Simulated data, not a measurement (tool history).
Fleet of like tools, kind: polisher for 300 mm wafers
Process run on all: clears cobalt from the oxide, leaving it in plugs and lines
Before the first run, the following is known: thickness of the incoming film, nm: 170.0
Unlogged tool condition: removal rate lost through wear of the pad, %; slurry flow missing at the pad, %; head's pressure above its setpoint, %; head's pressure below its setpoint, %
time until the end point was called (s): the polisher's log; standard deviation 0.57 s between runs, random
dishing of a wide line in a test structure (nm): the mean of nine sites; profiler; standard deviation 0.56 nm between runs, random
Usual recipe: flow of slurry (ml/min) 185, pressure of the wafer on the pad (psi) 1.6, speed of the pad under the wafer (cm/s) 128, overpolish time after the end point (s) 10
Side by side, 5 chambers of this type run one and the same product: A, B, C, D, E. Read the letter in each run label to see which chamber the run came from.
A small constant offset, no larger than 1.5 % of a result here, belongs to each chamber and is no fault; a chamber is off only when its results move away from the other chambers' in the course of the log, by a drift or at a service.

run,day,flow of slurry (ml/min),pressure of the wafer on the pad (psi),speed of the pad under the wafer (cm/s),overpolish time after the end point (s),wafers polished on this pad,hours since the slurry nozzle was cleaned,hours since the head pressure was calibrated,time until the end point was called (s),dishing of a wide line in a test structure (nm)
# day 0.404: chamber A: slurry nozzle cleaned
1D,0.588,185,1.6,128,10,640,387.6,447.4,36.713,31.941
# day 0.925: chamber A: worn pad replaced by a new one
2A,1.071,185,1.6,128,10,44,16.1,404.8,34.712,31.48
3E,1.388,185,1.6,128,10,914,356.9,67.5,35.574,32.882
# day 1.642: chamber D: worn pad replaced by a new one
4B,1.933,185,1.6,128,10,764,149.7,290.3,34.458,32.392
5C,2.317,185,1.6,128,10,744,110,131.7,34.58,33.139
# day 2.333: chamber B: worn pad replaced by a new one
6D,2.679,185,1.6,128,10,316,437.8,497.6,36.88,32.113
# day 3.025: chamber C: worn pad replaced by a new one
# day 3.112: chamber E: worn pad replaced by a new one
7C,3.3,230,2.1,128,10,84,133.6,155.3,26.319,38.158
# day 3.504: chamber A: worn pad replaced by a new one
8A,3.733,230,2.1,128,10,70,80,468.7,26.987,37.41
9E,4.338,230,2.1,128,10,373,427.7,138.3,26.445,37.99
# day 4.633: chamber D: worn pad replaced by a new one
10B,4.658,230,2.1,128,10,709,215.1,355.7,26.409,38.523
11A,5.083,230,2.1,128,10,481,112.4,501.1,27.175,38.995
# day 5.588: chamber B: worn pad replaced by a new one
12C,5.717,185,2.2,128,10,821,191.6,213.3,25.9,41.398
13D,6.046,185,2.2,128,10,431,518.6,578.4,26.353,38.539
# day 6.15: chamber C: worn pad replaced by a new one
14B,6.721,185,2.2,128,10,345,264.6,405.2,27.25,38.383
# day 6.804: chamber A: worn pad replaced by a new one
# day 7.05: chamber E: worn pad replaced by a new one
15E,7.096,185,2.2,128,10,15,493.9,204.5,26.534,39.944
# day 7.242: chamber D: worn pad replaced by a new one
# day 7.283: chamber D: slurry nozzle cleaned
16C,7.733,185,2.2,128,10,483,240,261.7,25.327,38.659
17A,8.342,185,1.6,128,10,468,190.6,579.3,36.183,32.635
18E,8.675,185,1.6,128,10,496,531.8,242.4,35.488,33.033
# day 8.721: chamber B: worn pad replaced by a new one
# day 8.738: chamber C: worn pad replaced by a new one
# day 8.854: chamber A: head pressure recalibrated
19B,9.054,185,1.6,128,10,102,320.6,461.2,38.686,30.94
20D,9.462,185,1.6,128,10,677,52.3,660.4,35.912,32.95
# day 9.488: chamber A: worn pad replaced by a new one
# day 9.971: chamber C: slurry nozzle cleaned
21D,10.125,185,1.6,128,10,879,68.2,676.3,36.445,32.712
# day 10.396: chamber D: worn pad replaced by a new one
# day 10.708: chamber E: slurry nozzle cleaned
22C,10.75,185,1.6,128,10,613,18.8,334.1,35.743,32.336
23E,11.092,185,1.6,128,10,1232,9.2,300.4,34.605,32.829
# day 11.308: chamber E: worn pad replaced by a new one
24A,11.392,185,1.6,128,10,580,263.8,61,35.353,31.578
# day 11.492: chamber B: worn pad replaced by a new one
# day 12.017: chamber C: worn pad replaced by a new one
25B,12.029,185,1.6,128,15,164,392,532.6,38.271,39.254
# day 12.038: chamber A: worn pad replaced by a new one
26A,12.325,185,1.6,128,15,88,286.2,83.4,35.59,41.098
27C,12.75,185,1.6,128,15,223,66.8,382.1,35.658,41.156
28D,13.296,185,1.6,128,15,884,144.3,752.4,35.536,41.258
# day 13.538: chamber B: slurry nozzle cleaned
29E,13.633,185,1.6,128,15,708,70.2,361.4,36.053,42.244
30B,14.046,185,1.6,128,10,778,12.3,581,38.958,29.417
31B,14.483,185,1.6,128,10,911,22.8,591.5,40.712,29.653

Has any chamber moved away from the others, gradually or after a service, or does the common gauge drift, or do the chambers differ only by their own small steady offsets? State the chamber and the most likely cause if one applies.

Chamber B drifts away from the others.
Cause: head's pressure below its setpoint, % = 10.7.

Below are 4 candidate recipes for chamber B's next run, each the usual settings with a change, their results shown as question marks. Which of them brings B's results back in line with what the other chambers give on the usual settings?
Counts as in line when no further than this from what the other chambers average on the usual settings: time until the end point was called (s) 2; dishing of a wide line in a test structure (nm) 1.9
32B-1,14.971,190,1.8,140,10,,,,?,?
32B-2,14.971,185,1.7,134,10,,,,?,?
32B-3,14.971,185,1.5,122,10,,,,?,?
32B-4,14.971,185,1.4,118,10,,,,?,?

The mean the other chambers reach with the usual settings: time until the end point was called (s) 35.633; dishing of a wide line in a test structure (nm) 32.383
run,time until the end point was called (s),dishing of a wide line in a test structure (nm)
32B-1,32.297,34.405
32B-2,35.868,32.194
32B-3,44.667,27.732
32B-4,49.481,25.756
The right change is 32B-2: it brings the chamber back within the allowed miss of the others.
